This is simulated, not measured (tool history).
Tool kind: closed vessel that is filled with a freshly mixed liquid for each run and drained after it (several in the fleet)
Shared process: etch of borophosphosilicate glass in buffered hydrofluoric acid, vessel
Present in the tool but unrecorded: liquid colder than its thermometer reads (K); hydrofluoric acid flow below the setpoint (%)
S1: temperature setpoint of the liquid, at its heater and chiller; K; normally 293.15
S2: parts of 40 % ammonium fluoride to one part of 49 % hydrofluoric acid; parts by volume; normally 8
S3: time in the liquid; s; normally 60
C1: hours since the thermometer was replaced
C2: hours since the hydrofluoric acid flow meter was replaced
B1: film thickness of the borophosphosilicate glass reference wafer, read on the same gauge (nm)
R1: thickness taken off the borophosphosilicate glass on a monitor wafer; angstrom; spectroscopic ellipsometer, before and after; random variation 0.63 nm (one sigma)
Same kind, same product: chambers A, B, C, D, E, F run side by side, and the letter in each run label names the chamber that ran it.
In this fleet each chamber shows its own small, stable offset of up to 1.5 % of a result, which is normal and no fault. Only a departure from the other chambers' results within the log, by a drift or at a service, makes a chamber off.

run 1A day=0.554 | S1=293.15 S2=8 S3=60 | C1=483.5 C2=898.5 | B1=140.01 | R1=746.83
run 2D day=1.033 | S1=293.15 S2=8 S3=60 | C1=1146.7 C2=804.1 | B1=140 | R1=746.86
run 3C day=1.442 | S1=293.15 S2=8 S3=60 | C1=1448.2 C2=568.7 | B1=139.99 | R1=745.11
run 4F day=1.858 | S1=293.15 S2=8 S3=60 | C1=1690.2 C2=1238.5 | B1=139.99 | R1=754.97
run 5E day=2.196 | S1=293.15 S2=8 S3=60 | C1=1946.3 C2=673.6 | B1=140.01 | R1=738.89
run 6B day=2.683 | S1=293.15 S2=8 S3=60 | C1=1024.6 C2=166.3 | B1=139.99 | R1=751.58
run 7B day=3.025 | S1=293.15 S2=8 S3=60 | C1=1032.8 C2=174.5 | B1=140 | R1=748.31
run 8E day=3.604 | S1=293.15 S2=8 S3=60 | C1=1980.1 C2=707.4 | B1=139.99 | R1=750.35
run 9C day=3.904 | S1=293.15 S2=10.5 S3=60 | C1=1507.3 C2=627.8 | B1=139.98 | R1=585.61
run 10D day=4.396 | S1=293.15 S2=10.5 S3=60 | C1=1227.4 C2=884.8 | B1=139.98 | R1=583.97
run 11F day=4.725 | S1=293.15 S2=10.5 S3=60 | C1=1759 C2=1307.3 | B1=140.02 | R1=584.06
-- day=4.8 chamber F: hydrofluoric acid flow meter replaced
run 12A day=5.329 | S1=293.15 S2=10.5 S3=60 | C1=598.1 C2=1013.1 | B1=139.99 | R1=589.09
run 13B day=5.671 | S1=293.15 S2=10.5 S3=60 | C1=1096.3 C2=238 | B1=139.98 | R1=594.56
run 14D day=6.075 | S1=293.15 S2=10.5 S3=60 | C1=1267.7 C2=925.1 | B1=139.99 | R1=596.21
run 15A day=6.508 | S1=293.15 S2=8 S3=60 | C1=626.4 C2=1041.4 | B1=139.99 | R1=748.01
-- day=6.883 chamber D: thermometer replaced
run 16E day=7.125 | S1=293.15 S2=8 S3=60 | C1=2064.6 C2=791.9 | B1=139.98 | R1=746.27
run 17F day=7.404 | S1=293.15 S2=8 S3=60 | C1=1823.3 C2=62.5 | B1=140.02 | R1=757.7
run 18C day=7.717 | S1=293.15 S2=8 S3=60 | C1=1598.8 C2=719.3 | B1=140 | R1=741.76
run 19D day=8.242 | S1=293.15 S2=8 S3=60 | C1=32.7 C2=977.1 | B1=140 | R1=746.86
run 20F day=8.583 | S1=297.65 S2=8 S3=60 | C1=1851.6 C2=90.8 | B1=139.99 | R1=976.6
run 21E day=9.208 | S1=297.65 S2=8 S3=60 | C1=2114.6 C2=841.9 | B1=139.99 | R1=946.06
run 22B day=9.692 | S1=297.65 S2=8 S3=60 | C1=1192.8 C2=334.5 | B1=139.99 | R1=956.91
run 23C day=10.142 | S1=297.65 S2=8 S3=60 | C1=1657 C2=777.5 | B1=140.02 | R1=937.86
run 24A day=10.567 | S1=297.65 S2=8 S3=60 | C1=723.8 C2=1138.8 | B1=140.02 | R1=961.17
run 25B day=10.883 | S1=297.65 S2=8 S3=60 | C1=1221.4 C2=363.1 | B1=140 | R1=972.36
run 26F day=11.304 | S1=293.15 S2=8 S3=60 | C1=1916.9 C2=156.1 | B1=140 | R1=757.1
-- day=11.35 chamber E: hydrofluoric acid flow meter replaced
run 27C day=11.658 | S1=293.15 S2=8 S3=40 | C1=1693.4 C2=813.9 | B1=140.01 | R1=493.6
run 28A day=11.983 | S1=293.15 S2=8 S3=40 | C1=757.8 C2=1172.8 | B1=140.01 | R1=491.44
run 29D day=12.55 | S1=293.15 S2=8 S3=40 | C1=136.1 C2=1080.5 | B1=140.02 | R1=502.33
run 30E day=13 | S1=293.15 S2=8 S3=40 | C1=2205.6 C2=39.6 | B1=139.99 | R1=496.88
run 31D day=13.433 | S1=293.15 S2=8 S3=40 | C1=157.3 C2=1101.7 | B1=140.03 | R1=500.47
run 32A day=13.992 | S1=293.15 S2=8 S3=40 | C1=806 C2=1221 | B1=139.99 | R1=506.97
-- day=14.254 chamber C: hydrofluoric acid flow meter replaced
run 33C day=14.608 | S1=293.15 S2=8 S3=60 | C1=1764.2 C2=8.6 | B1=140.03 | R1=742.82
run 34F day=14.95 | S1=293.15 S2=8 S3=60 | C1=2004.4 C2=243.6 | B1=139.99 | R1=749.94
run 35E day=15.233 | S1=293.15 S2=8 S3=60 | C1=2259.2 C2=93.2 | B1=140.01 | R1=744.47
run 36B day=15.512 | S1=293.15 S2=8 S3=60 | C1=1332.5 C2=474.2 | B1=139.98 | R1=749.65
run 37E day=15.904 | S1=296.65 S2=8 S3=90 | C1=2275.3 C2=109.3 | B1=140 | R1=1326.2

Each of the 6 chambers runs these same settings next. Fill in every chamber's results:
run 38A day=16.35 | S1=296.65 S2=8 S3=60 | R1=?
run 38B day=16.35 | S1=296.65 S2=8 S3=60 | R1=?
run 38C day=16.35 | S1=296.65 S2=8 S3=60 | R1=?
run 38D day=16.35 | S1=296.65 S2=8 S3=60 | R1=?
run 38E day=16.35 | S1=296.65 S2=8 S3=60 | R1=?
run 38F day=16.35 | S1=296.65 S2=8 S3=60 | R1=?

run=38A R1=901.62
run=38B R1=910.68
run=38C R1=909.2
run=38D R1=910.46
run=38E R1=898.34
run=38F R1=918.44
